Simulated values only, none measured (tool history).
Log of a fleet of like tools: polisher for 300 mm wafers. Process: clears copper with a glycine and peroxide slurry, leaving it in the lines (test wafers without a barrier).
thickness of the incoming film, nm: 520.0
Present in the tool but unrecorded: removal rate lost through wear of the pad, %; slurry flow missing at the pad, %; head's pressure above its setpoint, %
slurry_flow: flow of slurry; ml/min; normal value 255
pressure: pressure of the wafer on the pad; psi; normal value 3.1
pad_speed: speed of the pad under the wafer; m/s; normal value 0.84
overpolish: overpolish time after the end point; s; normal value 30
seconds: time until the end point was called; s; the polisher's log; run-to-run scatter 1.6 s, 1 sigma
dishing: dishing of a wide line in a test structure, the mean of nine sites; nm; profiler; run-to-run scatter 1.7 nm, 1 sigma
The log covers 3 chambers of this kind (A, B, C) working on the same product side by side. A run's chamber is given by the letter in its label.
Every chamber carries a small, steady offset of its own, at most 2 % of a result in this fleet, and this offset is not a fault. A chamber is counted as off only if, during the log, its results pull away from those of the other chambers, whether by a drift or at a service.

run	hour	slurry_flow	pressure	pad_speed	overpolish	wafers polished on this pad	hours since the slurry nozzle was cleaned	hours since the head pressure was calibrated	seconds	dishing
1C	4.7	255	3.1	0.84	30	1014	170.5	1010.6	85.983	86.603
2B	13.1	255	3.1	0.84	30	1100	427.7	198.4	83.121	81.93
3A	17	255	3.1	0.84	30	1008	826	978.1	85.846	88.178
# hour 17.3: chamber B: worn pad replaced by a new one
4B	21.5	255	3.1	0.84	30	20	436.1	206.8	83.323	84.019
# hour 23.6: chamber A: head pressure recalibrated
5C	25.9	255	3.1	0.84	30	1117	191.7	1031.8	84.17	89.014
6A	31.2	255	3.1	0.84	30	1077	840.2	7.7	84.231	90.025
# hour 32: chamber A: slurry nozzle cleaned
# hour 37.6: chamber C: slurry nozzle cleaned
7C	38.8	255	3.1	0.84	30	1180	1.3	1044.7	85.136	86.07
8B	46.1	255	3.1	0.84	30	140	460.7	231.4	85.117	86
9A	52.9	255	3.1	0.84	30	1183	20.9	29.4	83.509	85.679
10A	58.5	255	3.1	1.06	30	1210	26.5	35	71.416	93.387
11C	66.6	255	3.1	1.06	30	1315	29.1	1072.5	67.862	90.109
12B	73.9	255	3.1	1.06	30	276	488.5	259.2	67.938	90.783
# hour 76.3: chamber A: worn pad replaced by a new one
13A	80.7	255	3.1	0.84	30	21	48.7	57.2	83.105	87.993
# hour 87.6: chamber C: worn pad replaced by a new one
14B	87.7	255	3.1	0.84	30	343	502.3	273	82.863	85.364
15C	93.1	255	3.1	0.84	30	27	55.6	1099	84.09	88.65
16A	100.8	255	3.1	0.84	30	119	68.8	77.3	81.446	87.57
17B	107.9	255	3.1	0.84	30	441	522.5	293.2	85.088	85.893
18C	115.2	255	3.1	0.84	30	134	77.7	1121.1	86.644	90.712
19C	123.3	255	3.1	0.84	30	174	85.8	1129.2	84.449	88.469
20A	129.1	255	3.1	0.84	30	257	97.1	105.6	82.715	91.513
21B	136.8	255	3.1	0.84	30	582	551.4	322.1	84.684	82.937
22C	143.3	255	3.1	0.84	30	271	105.8	1149.2	85.426	85.412
23A	149.3	255	3.1	0.84	30	356	117.3	125.8	83.064	87.743
24B	158.1	255	3.1	0.84	30	686	572.7	343.4	85.518	86.373
25A	162.2	255	3.1	1.08	30	418	130.2	138.7	66.311	95.789
26C	170.9	255	3.1	1.08	30	406	133.4	1176.8	68.593	89.93
27B	179.5	255	3.1	1.08	30	790	594.1	364.8	67.407	93.968
28B	187.8	255	3.1	0.84	30	830	602.4	373.1	83.564	84.397
29C	191.7	255	3.1	0.84	30	507	154.2	1197.6	86.029	85.217
30A	197.2	255	3.1	0.84	30	589	165.2	173.7	83.486	87.368
31A	205.7	255	3.1	0.84	30	630	173.7	182.2	83.876	88.25
32C	210	255	3.1	0.84	30	596	172.5	1215.9	85.56	88.472
33B	215.5	255	3.1	0.84	43	965	630.1	400.8	84.561	101.34
34B	222.1	255	3.1	0.84	43	998	636.7	407.4	82.885	99.857
35A	226.4	255	3.1	0.84	43	731	194.4	202.9	82.21	102.15
36C	234.4	255	3.1	0.84	30	715	196.9	1240.3	86.13	85.816
# hour 236.9: chamber C: slurry nozzle cleaned
37C	242.7	255	3.1	0.84	30	756	5.9	1248.6	85.28	87.435
38A	246.9	255	3.1	0.84	30	831	214.9	223.4	80.151	88.893

Next, every chamber runs the same settings. What will each give?
39A	253.2	255	3.1	0.84	30				?	?
39B	253.2	255	3.1	0.84	30				?	?
39C	253.2	255	3.1	0.84	30				?	?

run	seconds	dishing
39A	80.481	91.312
39B	88.364	86.11
39C	85.148	87.033
